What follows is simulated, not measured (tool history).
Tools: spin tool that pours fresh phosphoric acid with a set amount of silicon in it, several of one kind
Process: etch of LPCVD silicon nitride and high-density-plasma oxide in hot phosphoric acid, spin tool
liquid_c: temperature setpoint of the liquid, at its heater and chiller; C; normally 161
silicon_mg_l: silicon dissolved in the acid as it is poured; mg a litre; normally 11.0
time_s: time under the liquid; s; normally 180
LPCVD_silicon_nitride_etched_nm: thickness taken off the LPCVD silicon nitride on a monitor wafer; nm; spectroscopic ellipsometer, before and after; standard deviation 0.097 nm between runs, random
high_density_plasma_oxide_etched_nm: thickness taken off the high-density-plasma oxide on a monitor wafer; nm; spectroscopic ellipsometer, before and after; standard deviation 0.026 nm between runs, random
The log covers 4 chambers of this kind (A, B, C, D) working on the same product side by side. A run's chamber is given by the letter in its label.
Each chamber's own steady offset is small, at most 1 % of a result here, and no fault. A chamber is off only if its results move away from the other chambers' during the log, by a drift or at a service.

run   hour  liquid_c  silicon_mg_l  time_s  read-back film thickness of the LPCVD silicon nitride reference wafer, read on the same gauge (nm)  read-back film thickness of the high-density-plasma oxide reference wafer, read on the same gauge (nm)  LPCVD_silicon_nitride_etched_nm  high_density_plasma_oxide_etched_nm
 1C    4.7       161          11.0     180                                                                                              70.003                                                                                                  140.00                           18.538                              0.70966
 2A    8.4       161          11.0     180                                                                                              69.998                                                                                                  139.98                           18.355                              0.72617
 3B   12.5       161          11.0     180                                                                                              70.027                                                                                                  140.01                           18.586                              0.69414
 4D   14.6       161          11.0     180                                                                                              69.991                                                                                                  140.01                           18.613                              0.70417
 5B   17.9       161          11.0     180                                                                                              69.949                                                                                                  140.01                           18.557                              0.70048
 6D   20.4       161          11.0     180                                                                                              70.053                                                                                                  140.00                           18.517                              0.70957
 7C   23.3       161          11.0     180                                                                                              70.054                                                                                                  140.00                           18.545                              0.70038
 8A   25.4       161          11.0     180                                                                                              69.966                                                                                                  140.00                           18.287                              0.74034
 9C   29.6       161          11.0     180                                                                                              69.967                                                                                                  140.00                           18.697                              0.68758
10D   33.3       161          11.0     115                                                                                              70.025                                                                                                  140.00                           11.894                              0.44539
11B   37.8       161          11.0     115                                                                                              70.018                                                                                                  140.00                           11.845                              0.49157
12A   40.4       161          11.0     115                                                                                              70.005                                                                                                  140.02                           11.806                              0.45220
13D   44.2       161          11.0     115                                                                                              69.962                                                                                                  139.99                           11.833                              0.43216
14A   46.8       161          11.0     180                                                                                              70.053                                                                                                  139.98                           18.367                              0.73331
15B   51.1       161          11.0     180                                                                                              69.962                                                                                                  139.99                           18.433                              0.70734
16C   55.3       161          11.0     180                                                                                              70.010                                                                                                  139.99                           18.588                              0.69380
17B   58.4       161           8.0     120                                                                                              69.946                                                                                                  139.99                           12.305                              0.50444
      61.0  -- chamber B: thermometer replaced
18A   62.3       161           8.0     120                                                                                              69.998                                                                                                  139.98                           12.226                              0.52530
19C   64.5       161           8.0     120                                                                                              70.001                                                                                                  140.01                           12.427                              0.50207
20D   68.8       161           8.0     120                                                                                              69.932                                                                                                  140.00                           12.347                              0.49970
21B   71.9       161          11.0     180                                                                                              69.998                                                                                                  139.99                           18.607                              0.69764
22C   74.3       161          11.0     180                                                                                              70.023                                                                                                  139.99                           18.681                              0.73388
23D   78.7       161          11.0     180                                                                                              69.989                                                                                                  139.99                           18.494                              0.74496
24A   81.0       161          11.0     180                                                                                              69.981                                                                                                  139.99                           18.459                              0.71486
25D   83.1       161          11.0     180                                                                                              69.984                                                                                                  139.99                           18.484                              0.76119
26A   87.4       161          11.0     180                                                                                              70.011                                                                                                  139.98                           18.455                              0.71926
27B   90.0       161          11.0     180                                                                                              70.053                                                                                                  139.98                           18.677                              0.72732
28C   92.9       161          11.0     180                                                                                              69.973                                                                                                  140.03                           18.450                              0.74900
29D   96.0       161          11.0     180                                                                                              70.002                                                                                                  140.01                           18.578                              0.71261
30A   98.1       161          14.5     180                                                                                              69.945                                                                                                  140.02                           18.317                              0.64281
31B  102.3       161          14.5     180                                                                                              69.953                                                                                                  139.98                           18.326                              0.71724
32C  105.0       161          14.5     180                                                                                              69.949                                                                                                  140.02                           18.767                              0.65430
33D  109.1       161          14.5     180                                                                                              69.963                                                                                                  139.99                           18.577                              0.68169
34C  112.0       159          11.0     135                                                                                              69.950                                                                                                  139.99                           13.175                              0.47730
35A  114.2       159          11.0     135                                                                                              69.960                                                                                                  140.01                           12.921                              0.46862
36B  118.7       159          11.0     135                                                                                              69.948                                                                                                  139.98                           13.015                              0.44201
37D  121.3       159          11.0     135                                                                                              70.033                                                                                                  140.02                           13.058                              0.46638
38C  125.7       161          11.0     180                                                                                              69.975                                                                                                  139.98                           18.506                              0.74539
39B  129.8       164           2.5     180                                                                                              69.944                                                                                                  139.99                           20.475                              1.12840
40A  132.7       164           2.5     180                                                                                              70.030                                                                                                  140.00                           20.365                              1.04270

Each of the 4 chambers runs these same settings next. Fill in every chamber's results:
41A  136.1       161          16.0     180                                                                                                                                                                                                                                            ?                                    ?
41B  136.1       161          16.0     180                                                                                                                                                                                                                                            ?                                    ?
41C  136.1       161          16.0     180                                                                                                                                                                                                                                            ?                                    ?
41D  136.1       161          16.0     180                                                                                                                                                                                                                                            ?                                    ?

run  LPCVD_silicon_nitride_etched_nm  high_density_plasma_oxide_etched_nm
41A                           18.405                              0.60659
41B                           18.587                              0.64142
41C                           18.621                              0.62630
41D                           18.546                              0.65699
